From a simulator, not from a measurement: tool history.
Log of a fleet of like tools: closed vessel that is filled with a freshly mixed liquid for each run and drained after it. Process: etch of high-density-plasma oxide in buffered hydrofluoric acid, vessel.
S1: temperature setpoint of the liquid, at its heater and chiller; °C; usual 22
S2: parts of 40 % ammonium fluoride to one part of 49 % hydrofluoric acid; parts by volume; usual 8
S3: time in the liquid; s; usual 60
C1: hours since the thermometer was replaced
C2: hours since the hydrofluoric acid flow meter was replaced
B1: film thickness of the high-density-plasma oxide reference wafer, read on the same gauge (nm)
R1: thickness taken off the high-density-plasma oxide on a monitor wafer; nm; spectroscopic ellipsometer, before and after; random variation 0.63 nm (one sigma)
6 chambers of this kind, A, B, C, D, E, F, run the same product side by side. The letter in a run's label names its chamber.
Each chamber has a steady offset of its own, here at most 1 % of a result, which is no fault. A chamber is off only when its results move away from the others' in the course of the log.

run	day	S1	S2	S3	C1	C2	B1	R1
1C	0.679	22	8	60	1417.8	377.7	89.986	100.69
2F	1.262	22	8	60	315.8	181.5	90.017	100.04
3E	1.771	22	8	60	1012.1	1041.3	90.03	101.35
# day 2.358: chamber B: hydrofluoric acid flow meter replaced
4B	2.446	22	8	60	449.4	2.1	90.057	101.07
5A	2.825	22	8	60	542	947.5	89.977	101.04
6D	3.429	22	8	60	238.5	261.4	89.964	99.191
7C	3.896	22	8	50	1495	454.9	89.955	83.881
8A	4.588	22	8	50	584.3	989.8	89.996	83.079
9E	5.088	22	8	50	1091.7	1120.9	89.988	84.414
10B	5.533	22	8	50	523.5	76.2	90.023	83.249
11D	6.154	22	8	50	303.9	326.8	89.981	83.196
12F	6.454	22	8	50	440.4	306.1	89.998	83.442
13C	6.896	22	8	60	1567	526.9	90.016	100.58
14F	7.496	22	8	60	465.4	331.1	89.978	100.04
15A	7.912	22	8	60	664.1	1069.6	89.977	100.1
16D	8.25	22	8	60	354.2	377.1	90	100.84
17B	8.938	22	8	60	605.2	157.9	89.981	99.615
# day 8.967: chamber A: hydrofluoric acid flow meter replaced
18E	9.338	22	8	60	1193.7	1222.9	89.996	100.35
19B	9.925	22	8	60	628.9	181.6	90.012	98.805
20A	10.508	22	9	60	726.4	37	90.006	88.695
# day 10.629: chamber F: thermometer replaced
21F	11.175	22	9	60	13.1	419.4	90.048	86.921
22D	11.796	22	9	60	439.3	462.2	90.008	87.457
23C	12.15	22	9	60	1693.1	653	90.03	89.193
24E	12.496	22	9	60	1269.5	1298.7	89.989	88.235
25F	13.104	22	9	60	59.4	465.7	90.01	88.534
# day 13.317: chamber C: thermometer replaced
26C	13.6	22	8	60	6.8	687.8	90.007	101.36
# day 13.888: chamber D: hydrofluoric acid flow meter replaced
27D	14.279	22	9.5	70	498.9	9.4	90.037	99.523
28A	14.808	22	9.5	70	829.6	140.2	89.992	100.49
29B	15.488	22	9.5	70	762.4	315.1	90.02	94.814
30E	15.946	22	9.5	70	1352.3	1381.5	90.017	99.483
31E	16.304	22	9.5	70	1360.9	1390.1	90.008	99.402
32A	16.65	22	9.5	70	873.8	184.4	90	100.99
33F	17.096	18.5	7	60	155.2	561.5	89.983	95.318
34B	17.538	18.5	7	60	811.6	364.3	90.012	90.05
35C	18.154	18.5	7	60	116.1	797.1	90.012	96.26
36D	18.454	18.5	7	60	599.1	109.6	90.001	95.171
37E	18.921	18.5	7	60	1423.7	1452.9	89.962	94.842
38C	19.375	18.5	7	60	145.4	826.4	90.028	96.505
39F	19.796	22	9.5	60	220	626.3	89.998	85.326
40D	20.358	22	9.5	60	644.8	155.3	89.957	85.483
41A	20.9	22	9.5	60	975.8	286.4	90.027	85.275
42B	21.308	22	9.5	60	902.1	454.8	89.988	80

Is one chamber off against the others, does the gauge drift, or is nothing wrong? If a chamber is off, say which, and what the likeliest cause is.

Chamber B drifts away from the others.
Cause: liquid colder than its thermometer reads (K) = 1.24.
The log may not tell that from: hydrofluoric acid flow below the setpoint (%).

Here are 4 candidates for chamber B's next run, each the usual settings with a change, their results left as question marks. Which one brings its results back in line with what the others give on the usual settings?
In line means no further than this from the other chambers' mean on the usual settings: R1 2.2 nm
43B-1	21.8	21.5	8	60				?
43B-2	21.8	22	7.5	60				?
43B-3	21.8	21	8	60				?
43B-4	21.8	22.5	8	60				?

The other chambers' mean on the usual settings: R1 100.36 nm
run	R1
43B-1	91.572
43B-2	100.86
43B-3	89.097
43B-4	96.76
43B-2 brings the chamber back in line.
